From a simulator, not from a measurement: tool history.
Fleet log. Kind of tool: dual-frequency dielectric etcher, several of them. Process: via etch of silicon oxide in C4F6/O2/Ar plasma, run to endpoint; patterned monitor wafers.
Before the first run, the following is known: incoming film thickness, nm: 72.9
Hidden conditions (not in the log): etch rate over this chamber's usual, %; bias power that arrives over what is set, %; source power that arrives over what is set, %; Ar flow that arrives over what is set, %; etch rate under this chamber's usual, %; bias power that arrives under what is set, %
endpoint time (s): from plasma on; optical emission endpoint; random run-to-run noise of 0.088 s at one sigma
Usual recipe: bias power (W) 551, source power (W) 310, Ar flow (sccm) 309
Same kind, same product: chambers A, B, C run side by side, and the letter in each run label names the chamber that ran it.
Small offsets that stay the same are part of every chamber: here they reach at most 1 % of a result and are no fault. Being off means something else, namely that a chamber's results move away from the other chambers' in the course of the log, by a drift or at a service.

run,day,bias power (W),source power (W),Ar flow (sccm),hours since the last wet clean,hours since the last bias power generator calibration,hours since the last source power generator calibration,hours since the last Ar flow controller change,endpoint time (s)
1B,0.296,551,310,309,120.1,1422.3,1893.9,2339.2,17.225
2C,0.488,551,310,309,228.8,1030.2,434.3,136.3,17.196
3A,0.746,551,310,309,63.1,2990.1,2090.6,4213.5,17.12
4A,1.021,551,310,309,69.7,2996.7,2097.2,4220.1,17.059
5B,1.279,551,310,309,143.7,1445.9,1917.5,2362.8,17.024
6C,1.608,551,310,309,255.7,1057.1,461.2,163.2,17.043
7A,1.767,551,310,309,87.6,3014.6,2115.1,4238,16.991
8C,2.008,551,310,309,265.3,1066.7,470.8,172.8,17.121
9B,2.254,551,310,309,167.1,1469.3,1940.9,2386.2,17.225
10C,2.492,488,290,309,276.9,1078.3,482.4,184.4,18.383
11A,2.804,488,290,309,112.5,3039.5,2140,4262.9,18.314
12B,2.992,488,290,309,184.8,1487,1958.6,2403.9,18.429
13A,3.312,551,310,309,124.7,3051.7,2152.2,4275.1,17.142
14C,3.592,551,310,309,303.3,1104.7,508.8,210.8,17.087
15B,3.904,551,310,309,206.7,1508.9,1980.5,2425.8,17.004
16A,4.154,551,310,309,144.9,3071.9,2172.4,4295.3,16.878
17C,4.325,551,310,309,320.9,1122.3,526.4,228.4,17.298
18B,4.646,551,310,309,224.5,1526.7,1998.3,2443.6,17.096
19C,4.921,551,310,309,335.2,1136.6,540.7,242.7,17.122
# day 5.042: chamber C: wet clean of the chamber
20A,5.212,551,310,309,170.3,3097.3,2197.8,4320.7,17.005
21B,5.383,551,310,309,242.2,1544.4,2016,2461.3,17.215
22B,5.696,551,310,309,249.7,1551.9,2023.5,2468.8,17.169
23C,5.958,551,310,309,22.1,1161.5,565.6,267.6,17.835
24A,6.212,551,310,309,194.3,3121.3,2221.8,4344.7,16.903
25A,6.404,551,310,309,198.9,3125.9,2226.4,4349.3,17.013
26B,6.567,551,310,309,270.6,1572.8,2044.4,2489.7,17.086
27C,6.804,551,310,309,42.4,1181.8,585.9,287.9,17.74
28A,6.975,551,310,309,212.6,3139.6,2240.1,4363,16.973
29B,7.133,551,310,309,284.2,1586.4,2058,2503.3,17.025
# day 7.188: chamber B: Ar flow controller replaced
# day 7.279: chamber B: bias power generator calibrated
30C,7.45,551,310,309,57.9,1197.3,601.4,303.4,17.849
31B,7.708,551,350,345,298,10.3,2071.8,12.5,16.536
32A,7.958,551,350,345,236.2,3163.2,2263.7,4386.6,16.547

Read the log: is a single chamber off, either drifting away or since a service, is the gauge that measures every chamber drifting, or is nothing wrong beyond small per-chamber offsets? Name any odd chamber and what most likely caused it.

The work done on chamber C during a service left it standing apart from the others.
Most likely cause: etch rate under this chamber's usual, % = 3.97.

Chamber C could run next with any of the 4 candidate recipes listed below; each alters the usual settings, and their results appear as question marks. Which one brings its results back in line with what the other chambers deliver on the usual settings?
A result is in line if it is within this distance of the other chambers' mean on the usual settings: endpoint time (s) 0.31
33C-1,8.196,481,310,309,,,,,?
33C-2,8.196,491,280,319,,,,,?
33C-3,8.196,665,310,291,,,,,?
33C-4,8.196,621,310,309,,,,,?

Average result of the remaining chambers running the usual settings: endpoint time (s) 17.024
run,endpoint time (s)
33C-1,18.826
33C-2,19.469
33C-3,16.486
33C-4,17.051
With 33C-4, the chamber falls back in line with the rest.

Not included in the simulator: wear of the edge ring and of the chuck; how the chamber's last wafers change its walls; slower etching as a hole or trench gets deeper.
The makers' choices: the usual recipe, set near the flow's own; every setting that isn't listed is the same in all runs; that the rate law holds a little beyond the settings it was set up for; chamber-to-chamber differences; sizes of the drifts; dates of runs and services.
